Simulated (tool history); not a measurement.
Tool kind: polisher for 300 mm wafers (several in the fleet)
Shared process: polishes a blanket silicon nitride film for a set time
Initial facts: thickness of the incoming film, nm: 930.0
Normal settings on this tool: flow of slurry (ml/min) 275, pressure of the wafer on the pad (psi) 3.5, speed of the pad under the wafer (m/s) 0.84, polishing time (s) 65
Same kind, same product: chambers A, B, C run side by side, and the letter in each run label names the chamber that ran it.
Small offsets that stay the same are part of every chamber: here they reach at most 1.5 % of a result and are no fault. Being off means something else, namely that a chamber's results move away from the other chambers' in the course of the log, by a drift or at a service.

run,hour,flow of slurry (ml/min),pressure of the wafer on the pad (psi),speed of the pad under the wafer (m/s),polishing time (s),film removed (angstrom)
# hour 5.8: chamber A: head pressure recalibrated
1C,11.6,275,3.5,0.84,65,788.23
# hour 13.5: chamber B: worn pad replaced by a new one
2A,18.8,275,3.5,0.84,65,795.25
3B,30.7,275,3.5,0.84,65,793.41
4B,40.8,275,3.5,0.84,65,785.93
5C,51.5,235,3.5,0.70,65,674.06
# hour 57.8: chamber C: slurry nozzle cleaned
6A,64.3,235,3.5,0.70,65,667.36
# hour 76.3: chamber A: worn pad replaced by a new one
7A,77.1,235,3.5,0.70,65,675.81
# hour 88.4: chamber B: worn pad replaced by a new one
8C,92.3,275,3.5,0.84,65,795.12
9B,107.4,330,4.4,0.84,65,993.68
10B,117.3,330,4.4,0.84,65,1002.40
11C,130.1,330,4.4,0.84,65,1009.20
12A,138.2,275,3.5,0.84,65,801.57
13C,152.1,275,3.5,0.84,65,774.03
# hour 161.7: chamber B: head pressure recalibrated
14A,163.9,275,3.5,0.84,65,798.38
# hour 170.2: chamber B: worn pad replaced by a new one
15B,172.7,275,3.5,0.84,65,781.70
16B,181.5,275,3.5,0.84,65,782.33
# hour 192.9: chamber A: worn pad replaced by a new one
17C,195.0,275,3.5,0.84,46,532.56
18A,209.4,275,3.5,0.84,46,557.94
19B,219.9,275,3.5,0.84,46,559.58
20A,231.2,275,3.5,0.84,65,795.54
21C,241.4,275,3.5,0.84,65,716.87
# hour 256.2: chamber B: worn pad replaced by a new one
22B,256.4,275,3.5,0.84,65,789.30
23C,269.6,275,3.5,0.84,65,706.47

Is one chamber off against the others, does the gauge drift, or is nothing wrong? If a chamber is off, say which, and what the likeliest cause is.

It is chamber C that slowly wanders off from its peers.
Most likely cause: removal rate lost through wear of the pad, % = 10.1.
Not necessarily distinguishable in this log from: head's pressure below its setpoint, %.

Chamber C could run next with any of the 4 candidate recipes listed below; each alters the usual settings, and their results appear as question marks. Which one brings its results back in line with what the other chambers deliver on the usual settings?
A result is in line if it is within this distance of the other chambers' mean on the usual settings: film removed (angstrom) 22.00
24C-1,280.7,275,3.3,0.84,62,?
24C-2,280.7,275,3.3,0.84,60,?
24C-3,280.7,275,3.6,0.86,68,?
24C-4,280.7,275,3.5,0.84,75,?

Usual-settings mean across the other chambers: film removed (angstrom) 787.45
run,film removed (angstrom)
24C-1,644.41
24C-2,623.63
24C-3,785.23
24C-4,826.38
The answer is 24C-3, which returns the chamber to within the allowed miss of the others.

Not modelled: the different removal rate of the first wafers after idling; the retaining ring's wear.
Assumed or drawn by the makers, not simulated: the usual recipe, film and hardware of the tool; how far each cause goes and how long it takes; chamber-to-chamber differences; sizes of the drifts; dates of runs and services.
